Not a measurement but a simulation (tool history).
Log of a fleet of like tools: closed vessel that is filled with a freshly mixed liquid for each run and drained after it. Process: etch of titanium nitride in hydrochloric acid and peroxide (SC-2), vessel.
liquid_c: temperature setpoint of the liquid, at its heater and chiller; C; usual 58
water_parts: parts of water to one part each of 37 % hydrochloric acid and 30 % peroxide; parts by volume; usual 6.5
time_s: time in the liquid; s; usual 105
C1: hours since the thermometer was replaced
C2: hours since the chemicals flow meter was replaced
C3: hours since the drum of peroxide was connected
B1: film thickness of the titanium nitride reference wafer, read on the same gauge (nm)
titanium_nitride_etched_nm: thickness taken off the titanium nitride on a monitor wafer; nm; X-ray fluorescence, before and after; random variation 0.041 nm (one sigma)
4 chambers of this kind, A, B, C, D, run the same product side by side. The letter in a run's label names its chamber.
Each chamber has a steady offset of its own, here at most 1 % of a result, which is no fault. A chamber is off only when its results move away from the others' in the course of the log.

Run 1D, day 0.417: usual settings; C1 788.5; C2 627.1; C3 766.4; B1 80.012. Result: titanium_nitride_etched_nm 5.1447 nm.
Run 2C, day 0.658: usual settings; C1 1291.0; C2 118.2; C3 662.7; B1 80.002. Result: titanium_nitride_etched_nm 5.0685 nm.
At day 0.900: chamber B: new drum of peroxide connected.
Run 3A, day 0.921: usual settings; C1 51.6; C2 1173.9; C3 327.1; B1 79.992. Result: titanium_nitride_etched_nm 5.1149 nm.
Run 4B, day 1.171: usual settings; C1 977.0; C2 37.7; C3 6.6; B1 80.002. Result: titanium_nitride_etched_nm 5.0902 nm.
Run 5B, day 1.379: usual settings but time_s 170 s; C1 982.0; C2 42.7; C3 11.6; B1 79.981. Result: titanium_nitride_etched_nm 8.0503 nm.
Run 6A, day 1.654: usual settings but time_s 170 s; C1 69.2; C2 1191.5; C3 344.7; B1 79.995. Result: titanium_nitride_etched_nm 8.3442 nm.
Run 7C, day 2.088: usual settings but time_s 170 s; C1 1325.3; C2 152.5; C3 697.0; B1 80.021. Result: titanium_nitride_etched_nm 8.1689 nm.
Run 8D, day 2.296: usual settings but time_s 170 s; C1 833.6; C2 672.2; C3 811.5; B1 80.020. Result: titanium_nitride_etched_nm 8.0275 nm.
Run 9B, day 2.575: usual settings; C1 1010.7; C2 71.4; C3 40.3; B1 80.012. Result: titanium_nitride_etched_nm 5.0314 nm.
Run 10C, day 2.808: usual settings; C1 1342.6; C2 169.8; C3 714.3; B1 80.028. Result: titanium_nitride_etched_nm 5.0069 nm.
Run 11A, day 3.138: usual settings; C1 104.8; C2 1227.1; C3 380.3; B1 80.027. Result: titanium_nitride_etched_nm 5.0868 nm.
Run 12D, day 3.467: usual settings; C1 861.7; C2 700.3; C3 839.6; B1 80.026. Result: titanium_nitride_etched_nm 5.0352 nm.
Run 13D, day 3.838: usual settings; C1 870.6; C2 709.2; C3 848.5; B1 80.060. Result: titanium_nitride_etched_nm 5.1009 nm.
Run 14A, day 4.175: usual settings; C1 129.7; C2 1252.0; C3 405.2; B1 80.038. Result: titanium_nitride_etched_nm 5.0814 nm.
Run 15C, day 4.417: usual settings; C1 1381.2; C2 208.4; C3 752.9; B1 79.985. Result: titanium_nitride_etched_nm 5.0713 nm.
Run 16B, day 4.779: usual settings; C1 1063.6; C2 124.3; C3 93.2; B1 79.987. Result: titanium_nitride_etched_nm 5.0296 nm.
Run 17A, day 5.192: usual settings; C1 154.1; C2 1276.4; C3 429.6; B1 79.962. Result: titanium_nitride_etched_nm 5.0548 nm.
Run 18D, day 5.433: usual settings; C1 908.9; C2 747.5; C3 886.8; B1 80.010. Result: titanium_nitride_etched_nm 5.0868 nm.
Run 19B, day 5.696: usual settings; C1 1085.6; C2 146.3; C3 115.2; B1 79.958. Result: titanium_nitride_etched_nm 5.0762 nm.
Run 20C, day 6.092: usual settings but water_parts 5.5 parts by volume, time_s 60 s; C1 1421.4; C2 248.6; C3 793.1; B1 80.009. Result: titanium_nitride_etched_nm 3.2862 nm.
Run 21C, day 6.471: usual settings but water_parts 5.5 parts by volume, time_s 60 s; C1 1430.5; C2 257.7; C3 802.2; B1 79.994. Result: titanium_nitride_etched_nm 3.2733 nm.
Run 22B, day 6.908: usual settings but water_parts 5.5 parts by volume, time_s 60 s; C1 1114.7; C2 175.4; C3 144.3; B1 79.962. Result: titanium_nitride_etched_nm 3.2483 nm.
Run 23D, day 7.129: usual settings but water_parts 5.5 parts by volume, time_s 60 s; C1 949.6; C2 788.2; C3 927.5; B1 79.969. Result: titanium_nitride_etched_nm 3.2543 nm.
Run 24A, day 7.350: usual settings; C1 205.9; C2 1328.2; C3 481.4; B1 79.997. Result: titanium_nitride_etched_nm 5.0954 nm.
Run 25A, day 7.554: usual settings but water_parts 8.0 parts by volume; C1 210.8; C2 1333.1; C3 486.3; B1 80.007. Result: titanium_nitride_etched_nm 4.3330 nm.
Run 26C, day 7.971: usual settings but water_parts 8.0 parts by volume; C1 1466.5; C2 293.7; C3 838.2; B1 80.005. Result: titanium_nitride_etched_nm 4.2742 nm.
Run 27B, day 8.212: usual settings but water_parts 8.0 parts by volume; C1 1146.0; C2 206.7; C3 175.6; B1 79.984. Result: titanium_nitride_etched_nm 4.3387 nm.
Run 28D, day 8.525: usual settings but water_parts 8.0 parts by volume; C1 983.1; C2 821.7; C3 961.0; B1 80.026. Result: titanium_nitride_etched_nm 4.3410 nm.
Run 29D, day 8.846: usual settings; C1 990.8; C2 829.4; C3 968.7; B1 79.976. Result: titanium_nitride_etched_nm 5.0434 nm.
Run 30B, day 9.154: usual settings; C1 1168.6; C2 229.3; C3 198.2; B1 79.986. Result: titanium_nitride_etched_nm 5.0552 nm.
Run 31C, day 9.429: usual settings; C1 1501.5; C2 328.7; C3 873.2; B1 79.995. Result: titanium_nitride_etched_nm 5.0563 nm.
At day 9.475: chamber D: new drum of peroxide connected.
Run 32A, day 9.688: usual settings; C1 262.0; C2 1384.3; C3 537.5; B1 79.986. Result: titanium_nitride_etched_nm 5.1419 nm.
Run 33C, day 10.033: usual settings; C1 1516.0; C2 343.2; C3 887.7; B1 79.978. Result: titanium_nitride_etched_nm 5.0706 nm.
Run 34B, day 10.450: usual settings but water_parts 5.0 parts by volume; C1 1199.7; C2 260.4; C3 229.3; B1 80.040. Result: titanium_nitride_etched_nm 6.1394 nm.
Run 35A, day 10.704: usual settings but water_parts 5.0 parts by volume; C1 286.4; C2 1408.7; C3 561.9; B1 79.952. Result: titanium_nitride_etched_nm 6.2045 nm.
Run 36D, day 10.896: usual settings but water_parts 5.0 parts by volume; C1 1040.0; C2 878.6; C3 34.1; B1 79.980. Result: titanium_nitride_etched_nm 6.1205 nm.
Run 37B, day 11.300: usual settings but water_parts 5.0 parts by volume; C1 1220.1; C2 280.8; C3 249.7; B1 80.035. Result: titanium_nitride_etched_nm 6.0191 nm.
Run 38C, day 11.725: usual settings; C1 1556.6; C2 383.8; C3 928.3; B1 80.012. Result: titanium_nitride_etched_nm 5.0767 nm.
Run 39D, day 12.112: usual settings; C1 1069.2; C2 907.8; C3 63.3; B1 79.956. Result: titanium_nitride_etched_nm 5.0622 nm.
Run 40A, day 12.412: usual settings; C1 327.4; C2 1449.7; C3 602.9; B1 79.999. Result: titanium_nitride_etched_nm 5.0764 nm.

Is one chamber off against the others, does the gauge drift, or is nothing wrong? If a chamber is off, say which, and what the likeliest cause is.

No chamber stands off beyond its own small offset, and the gauge holds steady.

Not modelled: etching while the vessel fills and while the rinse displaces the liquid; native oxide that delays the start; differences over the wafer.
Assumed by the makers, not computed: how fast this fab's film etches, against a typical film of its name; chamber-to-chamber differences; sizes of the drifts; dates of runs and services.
